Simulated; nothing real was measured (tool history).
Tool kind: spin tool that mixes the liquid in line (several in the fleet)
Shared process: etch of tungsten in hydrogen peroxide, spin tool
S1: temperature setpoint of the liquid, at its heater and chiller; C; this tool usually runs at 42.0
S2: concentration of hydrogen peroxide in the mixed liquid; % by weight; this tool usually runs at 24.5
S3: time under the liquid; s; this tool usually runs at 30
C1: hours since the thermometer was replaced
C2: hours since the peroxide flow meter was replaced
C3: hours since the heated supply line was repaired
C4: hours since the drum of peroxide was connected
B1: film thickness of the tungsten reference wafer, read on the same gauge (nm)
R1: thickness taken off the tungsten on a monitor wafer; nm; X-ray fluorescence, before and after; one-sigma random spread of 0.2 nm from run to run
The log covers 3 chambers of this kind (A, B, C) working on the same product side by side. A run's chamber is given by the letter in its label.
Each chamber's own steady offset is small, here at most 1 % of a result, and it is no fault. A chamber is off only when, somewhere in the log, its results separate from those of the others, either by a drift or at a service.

run	day	S1	S2	S3	C1	C2	C3	C4	B1	R1
1C	0.171	42.0	24.5	30	863.0	1152.1	1464.2	904.2	30.004	29.902
2B	0.525	42.0	24.5	30	1550.1	708.9	2667.2	54.3	30.011	29.584
3A	0.817	42.0	24.5	30	144.3	757.7	2812.9	505.8	30.060	29.729
4C	0.983	42.0	24.5	30	882.5	1171.6	1483.7	923.7	30.048	29.634
5B	1.292	42.0	24.5	30	1568.5	727.3	2685.6	72.7	29.986	29.391
6A	1.571	32.5	24.5	30	162.4	775.8	2831.0	523.9	30.023	15.874
7B	1.925	32.5	24.5	30	1583.7	742.5	2700.8	87.9	30.030	15.649
8A	2.096	32.5	24.5	30	175.0	788.4	2843.6	536.5	30.022	15.775
9C	2.350	42.0	24.5	30	915.3	1204.4	1516.5	956.5	30.042	29.396
10C	2.692	42.0	24.5	30	923.5	1212.6	1524.7	964.7	30.001	29.583
11B	2.962	34.5	30.0	30	1608.6	767.4	2725.7	112.8	29.987	20.089
12A	3.200	34.5	30.0	30	201.5	814.9	2870.1	563.0	29.993	20.402
13B	3.488	34.5	30.0	30	1621.2	780.0	2738.3	125.4	29.977	20.121
14C	3.758	42.0	24.5	30	949.1	1238.2	1550.3	990.3	29.995	29.882
# day 3.917: chamber A: heated supply line repaired
15A	4.067	42.0	24.5	30	222.3	835.7	3.7	583.8	29.996	30.149
16B	4.329	42.0	24.5	30	1641.4	800.2	2758.5	145.6	29.995	29.449
17C	4.608	42.0	24.5	30	969.5	1258.6	1570.7	1010.7	29.981	29.600
18A	4.883	34.0	28.5	30	241.9	855.3	23.3	603.4	29.982	19.088
19C	5.196	34.0	28.5	30	983.6	1272.7	1584.8	1024.8	29.995	18.765
# day 5.329: chamber C: peroxide flow meter replaced
20A	5.450	34.0	28.5	30	255.5	868.9	36.9	617.0	30.002	19.363
21B	5.683	42.0	24.5	30	1673.9	832.7	2791.0	178.1	29.975	29.631
22A	5.838	42.0	24.5	30	264.8	878.2	46.2	626.3	29.992	30.390
23B	6.004	42.0	24.5	30	1681.6	840.4	2798.7	185.8	29.998	29.408
24C	6.329	42.0	18.5	30	1010.8	24.0	1612.0	1052.0	29.989	25.752
25A	6.533	42.0	18.5	30	281.5	894.9	62.9	643.0	29.960	26.571
26B	6.892	42.0	18.5	30	1702.9	861.7	2820.0	207.1	29.973	25.596
27C	7.050	42.0	24.5	30	1028.1	41.3	1629.3	1069.3	30.014	29.588
28C	7.400	42.0	24.5	30	1036.5	49.7	1637.7	1077.7	30.011	29.855
29A	7.608	42.0	24.5	30	307.3	920.7	88.7	668.8	29.992	30.965
30B	7.925	48.5	24.5	35	1727.7	886.5	2844.8	231.9	29.961	52.115
31C	8.142	48.5	24.5	35	1054.3	67.5	1655.5	1095.5	30.015	52.240
32A	8.412	48.5	24.5	35	326.6	940.0	108.0	688.1	30.022	53.533
33B	8.633	42.0	24.5	30	1744.7	903.5	2861.8	248.9	29.997	29.407
34A	8.896	42.0	24.5	30	338.2	951.6	119.6	699.7	29.970	30.892
35C	9.083	42.0	24.5	30	1076.9	90.1	1678.1	1118.1	29.981	29.308
36B	9.304	42.0	24.5	30	1760.8	919.6	2877.9	265.0	30.010	29.669

Predict what each chamber gives when all 3 of them run the settings below next.
37A	9.562	42.0	24.5	30						?
37B	9.562	42.0	24.5	30						?
37C	9.562	42.0	24.5	30						?

run	R1
37A	30.717
37B	29.472
37C	29.564
